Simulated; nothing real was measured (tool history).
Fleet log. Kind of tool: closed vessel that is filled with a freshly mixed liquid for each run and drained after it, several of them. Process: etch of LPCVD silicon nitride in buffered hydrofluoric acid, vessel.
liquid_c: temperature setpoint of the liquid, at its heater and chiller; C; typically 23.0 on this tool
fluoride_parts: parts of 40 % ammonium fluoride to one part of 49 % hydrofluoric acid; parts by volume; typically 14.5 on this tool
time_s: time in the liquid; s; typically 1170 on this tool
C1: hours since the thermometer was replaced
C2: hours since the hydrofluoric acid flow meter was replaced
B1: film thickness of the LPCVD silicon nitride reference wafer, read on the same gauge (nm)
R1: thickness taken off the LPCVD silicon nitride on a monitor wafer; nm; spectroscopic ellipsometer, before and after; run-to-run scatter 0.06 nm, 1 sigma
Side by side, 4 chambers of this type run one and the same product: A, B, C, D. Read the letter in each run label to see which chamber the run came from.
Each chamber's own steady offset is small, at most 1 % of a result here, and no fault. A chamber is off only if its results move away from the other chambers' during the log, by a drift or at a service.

run 1A hour=12.1 | liquid_c=23.0 fluoride_parts=14.5 time_s=1170 | C1=453.7 C2=584.9 | B1=139.99 | R1=10.8710
run 2D hour=20.8 | liquid_c=23.0 fluoride_parts=14.5 time_s=1170 | C1=641.9 C2=163.5 | B1=139.98 | R1=10.7950
run 3B hour=29.9 | liquid_c=23.0 fluoride_parts=14.5 time_s=1170 | C1=429.4 C2=156.8 | B1=140.01 | R1=10.6540
run 4C hour=38.3 | liquid_c=23.0 fluoride_parts=14.5 time_s=1170 | C1=1681.6 C2=894.8 | B1=139.99 | R1=10.7360
run 5B hour=50.8 | liquid_c=24.5 fluoride_parts=14.5 time_s=1170 | C1=450.3 C2=177.7 | B1=140.01 | R1=11.6790
run 6A hour=56.3 | liquid_c=24.5 fluoride_parts=14.5 time_s=1170 | C1=497.9 C2=629.1 | B1=140.00 | R1=11.7690
run 7C hour=62.7 | liquid_c=24.5 fluoride_parts=14.5 time_s=1170 | C1=1706.0 C2=919.2 | B1=139.97 | R1=11.5740
run 8D hour=69.2 | liquid_c=24.5 fluoride_parts=14.5 time_s=1170 | C1=690.3 C2=211.9 | B1=140.01 | R1=11.6930
run 9B hour=81.5 | liquid_c=23.0 fluoride_parts=14.5 time_s=1170 | C1=481.0 C2=208.4 | B1=139.99 | R1=10.7230
run 10A hour=92.6 | liquid_c=23.0 fluoride_parts=14.5 time_s=1170 | C1=534.2 C2=665.4 | B1=140.00 | R1=10.7920
run 11D hour=101.0 | liquid_c=23.0 fluoride_parts=14.5 time_s=1170 | C1=722.1 C2=243.7 | B1=140.01 | R1=10.5450
run 12C hour=110.5 | liquid_c=23.0 fluoride_parts=14.5 time_s=1170 | C1=1753.8 C2=967.0 | B1=139.99 | R1=10.7240
run 13A hour=119.8 | liquid_c=23.0 fluoride_parts=16.5 time_s=1170 | C1=561.4 C2=692.6 | B1=140.00 | R1=9.6069
run 14D hour=126.0 | liquid_c=23.0 fluoride_parts=16.5 time_s=1170 | C1=747.1 C2=268.7 | B1=140.00 | R1=9.2465
run 15C hour=132.4 | liquid_c=23.0 fluoride_parts=16.5 time_s=1170 | C1=1775.7 C2=988.9 | B1=139.98 | R1=9.4479
run 16B hour=144.6 | liquid_c=23.0 fluoride_parts=16.5 time_s=1170 | C1=544.1 C2=271.5 | B1=140.01 | R1=9.3776
run 17D hour=153.6 | liquid_c=23.0 fluoride_parts=14.5 time_s=1170 | C1=774.7 C2=296.3 | B1=140.02 | R1=10.4100
-- hour=156.9 chamber A: thermometer replaced
run 18C hour=160.8 | liquid_c=23.0 fluoride_parts=14.5 time_s=1170 | C1=1804.1 C2=1017.3 | B1=140.01 | R1=10.6220
run 19A hour=169.6 | liquid_c=27.5 fluoride_parts=14.5 time_s=1170 | C1=12.8 C2=742.4 | B1=139.98 | R1=13.7880
run 20B hour=181.2 | liquid_c=27.5 fluoride_parts=14.5 time_s=1170 | C1=580.7 C2=308.1 | B1=139.99 | R1=13.5400
run 21B hour=192.6 | liquid_c=27.5 fluoride_parts=14.5 time_s=1170 | C1=592.1 C2=319.5 | B1=140.02 | R1=13.7430
run 22D hour=198.3 | liquid_c=27.5 fluoride_parts=14.5 time_s=1170 | C1=819.4 C2=341.0 | B1=140.00 | R1=12.9300
run 23A hour=203.7 | liquid_c=23.0 fluoride_parts=14.5 time_s=1170 | C1=46.9 C2=776.5 | B1=140.00 | R1=10.8710
-- hour=207.6 chamber B: thermometer replaced
run 24C hour=211.5 | liquid_c=23.0 fluoride_parts=14.5 time_s=1170 | C1=1854.8 C2=1068.0 | B1=140.02 | R1=10.7050
run 25C hour=217.9 | liquid_c=23.0 fluoride_parts=14.5 time_s=1170 | C1=1861.2 C2=1074.4 | B1=139.99 | R1=10.6380
run 26A hour=226.6 | liquid_c=23.0 fluoride_parts=14.5 time_s=1170 | C1=69.8 C2=799.4 | B1=139.99 | R1=10.8320
run 27B hour=232.2 | liquid_c=23.0 fluoride_parts=14.5 time_s=1170 | C1=24.7 C2=359.1 | B1=139.99 | R1=10.7770

Decide between three cases: one chamber stands off from its peers, the gauge reading all wafers drifts, or nothing is wrong past each chamber's small offset. Where a chamber is off, say which and what most likely put it there.

Little by little, chamber D moves away from the other chambers.
Most likely cause: liquid colder than its thermometer reads (K) = 1.19.
The log may not separate it from: hydrofluoric acid flow below the setpoint (%).

Which of the 4 candidates below, each the usual settings with something changed and its results left as question marks, puts chamber D back in line with what the other chambers give on the usual settings?
Allowed miss from the other chambers' usual-settings mean, per result, to count as in line: R1 0.2100 nm
run 28D-1 hour=241.2 | liquid_c=23.5 fluoride_parts=14.0 time_s=1255 | R1=?
run 28D-2 hour=241.2 | liquid_c=22.5 fluoride_parts=15.0 time_s=1170 | R1=?
run 28D-3 hour=241.2 | liquid_c=23.5 fluoride_parts=14.0 time_s=1170 | R1=?
run 28D-4 hour=241.2 | liquid_c=22.5 fluoride_parts=15.0 time_s=1090 | R1=?

The mean the other chambers reach with the usual settings: R1 10.7390 nm
run=28D-1 R1=11.5280
run=28D-2 R1=9.5110
run=28D-3 R1=10.7470
run=28D-4 R1=8.8607
Change 28D-3 lands the chamber within the allowed miss of the other chambers.
